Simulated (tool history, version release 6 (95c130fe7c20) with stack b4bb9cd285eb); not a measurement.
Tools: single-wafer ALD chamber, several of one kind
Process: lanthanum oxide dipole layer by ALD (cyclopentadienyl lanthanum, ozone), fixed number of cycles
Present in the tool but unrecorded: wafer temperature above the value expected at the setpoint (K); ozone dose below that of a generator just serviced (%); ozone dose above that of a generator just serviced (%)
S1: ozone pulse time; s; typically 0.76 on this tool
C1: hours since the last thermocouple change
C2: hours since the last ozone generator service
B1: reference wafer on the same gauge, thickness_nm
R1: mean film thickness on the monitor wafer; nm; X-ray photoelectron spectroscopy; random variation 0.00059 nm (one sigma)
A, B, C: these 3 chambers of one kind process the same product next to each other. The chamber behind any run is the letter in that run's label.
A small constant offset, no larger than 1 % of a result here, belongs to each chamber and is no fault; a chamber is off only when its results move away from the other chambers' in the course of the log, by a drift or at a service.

run,hour,S1,C1,C2,B1,R1
1A,7.6,0.76,501.5,1762.4,0.43318,0.45104
2C,12,0.76,392.4,1406.3,0.43313,0.45227
# hour 13.3: chamber A: ozone generator serviced
3B,16.3,0.76,1916.2,30.1,0.43297,0.45668
4B,23.1,0.76,1923,36.9,0.43324,0.45581
5C,31.2,0.76,411.6,1425.5,0.43335,0.45163
6A,36.3,0.76,530.2,23.1,0.43342,0.45022
7A,43.3,0.76,537.2,30.1,0.4335,0.451
8B,48.5,0.55,1948.4,62.3,0.43357,0.38845
9C,54.1,0.55,434.5,1448.4,0.43348,0.38528
10B,59.6,0.55,1959.5,73.4,0.43376,0.38924
11C,68.3,0.56,448.7,1462.6,0.43385,0.39032
12A,74.9,0.56,568.8,61.7,0.43376,0.38711
13C,79.1,0.56,459.5,1473.4,0.43383,0.39013
14A,85.5,0.76,579.4,72.3,0.43402,0.45181
15B,93.7,0.76,1993.6,107.5,0.43401,0.45776
16B,101.1,0.76,2001,114.9,0.43401,0.45725
17C,108.3,0.9,488.7,1502.6,0.4342,0.48531
18A,113.7,0.9,607.6,100.5,0.43406,0.48409
19C,121.9,0.9,502.3,1516.2,0.43428,0.48437
20B,129.8,0.76,2029.7,143.6,0.43427,0.4584
21A,135.8,0.76,629.7,122.6,0.43435,0.45258
22B,142.9,0.96,2042.8,156.7,0.4344,0.50081
23A,147.5,0.96,641.4,134.3,0.4344,0.49426
24C,154.3,0.96,534.7,1548.6,0.43473,0.4959
25B,160.4,0.76,2060.3,174.2,0.43468,0.458
26A,166.6,0.5,660.5,153.4,0.43474,0.36412
27C,175.3,0.5,555.7,1569.6,0.43474,0.36651
28C,182.3,0.5,562.7,1576.6,0.43499,0.36691
29B,190.8,0.76,2090.7,204.6,0.43485,0.4578
30A,196.4,0.76,690.3,183.2,0.43513,0.45314
31C,201.4,0.76,581.8,1595.7,0.43508,0.45441
32A,209,0.89,702.9,195.8,0.43523,0.48376
33B,217.4,0.89,2117.3,231.2,0.43521,0.48883

Each of the 3 chambers runs these same settings next. Fill in every chamber's results:
34A,223.8,0.85,,,,?
34B,223.8,0.85,,,,?
34C,223.8,0.85,,,,?

run,R1
34A,0.47506
34B,0.48044
34C,0.47517
